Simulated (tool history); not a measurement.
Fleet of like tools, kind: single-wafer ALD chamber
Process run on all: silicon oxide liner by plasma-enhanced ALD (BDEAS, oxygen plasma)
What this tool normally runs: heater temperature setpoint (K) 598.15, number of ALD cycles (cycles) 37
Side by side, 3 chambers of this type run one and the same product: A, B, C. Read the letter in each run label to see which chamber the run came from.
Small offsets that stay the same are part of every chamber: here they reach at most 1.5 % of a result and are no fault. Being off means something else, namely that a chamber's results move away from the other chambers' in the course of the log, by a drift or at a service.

| run | hour | heater temperature setpoint (K) | number of ALD cycles (cycles) | hours since the last thermocouple change | read-back reference wafer on the same gauge, thickness_nm | mean film thickness on the monitor wafer (nm) |
|---|---|---|---|---|---|---|
| 1C | 6.9 | 598.15 | 37 | 879.3 | 3.7103 | 3.3452 |
| 2A | 12.2 | 598.15 | 37 | 391.0 | 3.7106 | 3.3617 |
| 3B | 21.2 | 598.15 | 37 | 1423.9 | 3.7111 | 3.3311 |
| 4B | 25.6 | 598.15 | 37 | 1428.3 | 3.7132 | 3.3373 |
| 5A | 33.0 | 598.15 | 37 | 411.8 | 3.7135 | 3.3654 |
| 6C | 39.9 | 593.15 | 37 | 912.3 | 3.7149 | 3.3781 |
| 7C | 48.0 | 593.15 | 37 | 920.4 | 3.7148 | 3.3748 |
| 8A | 57.5 | 593.15 | 37 | 436.3 | 3.7157 | 3.3934 |
| 9B | 63.5 | 588.15 | 30 | 1466.2 | 3.7159 | 2.7474 |
| 10A | 69.1 | 588.15 | 30 | 447.9 | 3.7173 | 2.7693 |
| 11C | 74.2 | 588.15 | 30 | 946.6 | 3.7174 | 2.7622 |
| 12B | 82.0 | 598.15 | 37 | 1484.7 | 3.7185 | 3.3297 |
| 13C | 86.6 | 598.15 | 37 | 959.0 | 3.7188 | 3.3430 |
| 14A | 91.1 | 598.15 | 37 | 469.9 | 3.7197 | 3.3756 |
| 15B | 97.5 | 598.15 | 37 | 1500.2 | 3.7214 | 3.3380 |
| 16B | 104.8 | 598.15 | 37 | 1507.5 | 3.7207 | 3.3340 |
| 17C | 109.0 | 598.15 | 37 | 981.4 | 3.7211 | 3.3556 |
| 18A | 116.5 | 598.15 | 37 | 495.3 | 3.7221 | 3.3801 |
| 19B | 123.8 | 598.15 | 37 | 1526.5 | 3.7233 | 3.3379 |
| 20A | 131.0 | 598.15 | 37 | 509.8 | 3.7238 | 3.3672 |
| 21C | 136.1 | 593.15 | 37 | 1008.5 | 3.7227 | 3.3858 |
| 22A | 141.8 | 593.15 | 37 | 520.6 | 3.7261 | 3.3958 |
| 23B | 146.8 | 593.15 | 37 | 1549.5 | 3.7239 | 3.3602 |
| 24C | 156.1 | 587.15 | 35 | 1028.5 | 3.7248 | 3.2291 |
| 25B | 164.7 | 587.15 | 35 | 1567.4 | 3.7258 | 3.2150 |
| 26A | 171.0 | 587.15 | 35 | 549.8 | 3.7271 | 3.2448 |
| 27C | 179.9 | 598.15 | 37 | 1052.3 | 3.7290 | 3.3721 |
| 28C | 186.6 | 598.15 | 32 | 1059.0 | 3.7288 | 2.9179 |
| 29B | 194.5 | 598.15 | 32 | 1597.2 | 3.7302 | 2.8959 |
| 30A | 203.8 | 598.15 | 32 | 582.6 | 3.7309 | 2.9227 |
| 31C | 209.8 | 598.15 | 37 | 1082.2 | 3.7326 | 3.3650 |

Does one chamber stand apart from the rest, does the shared gauge drift, or is all well apart from small per-chamber offsets? Give the chamber and the most likely cause, where there is one.

The shared gauge is drifting. All chambers look as if they move in step, but none is off.
What lies behind it: gauge reads high (%) = 0.595.

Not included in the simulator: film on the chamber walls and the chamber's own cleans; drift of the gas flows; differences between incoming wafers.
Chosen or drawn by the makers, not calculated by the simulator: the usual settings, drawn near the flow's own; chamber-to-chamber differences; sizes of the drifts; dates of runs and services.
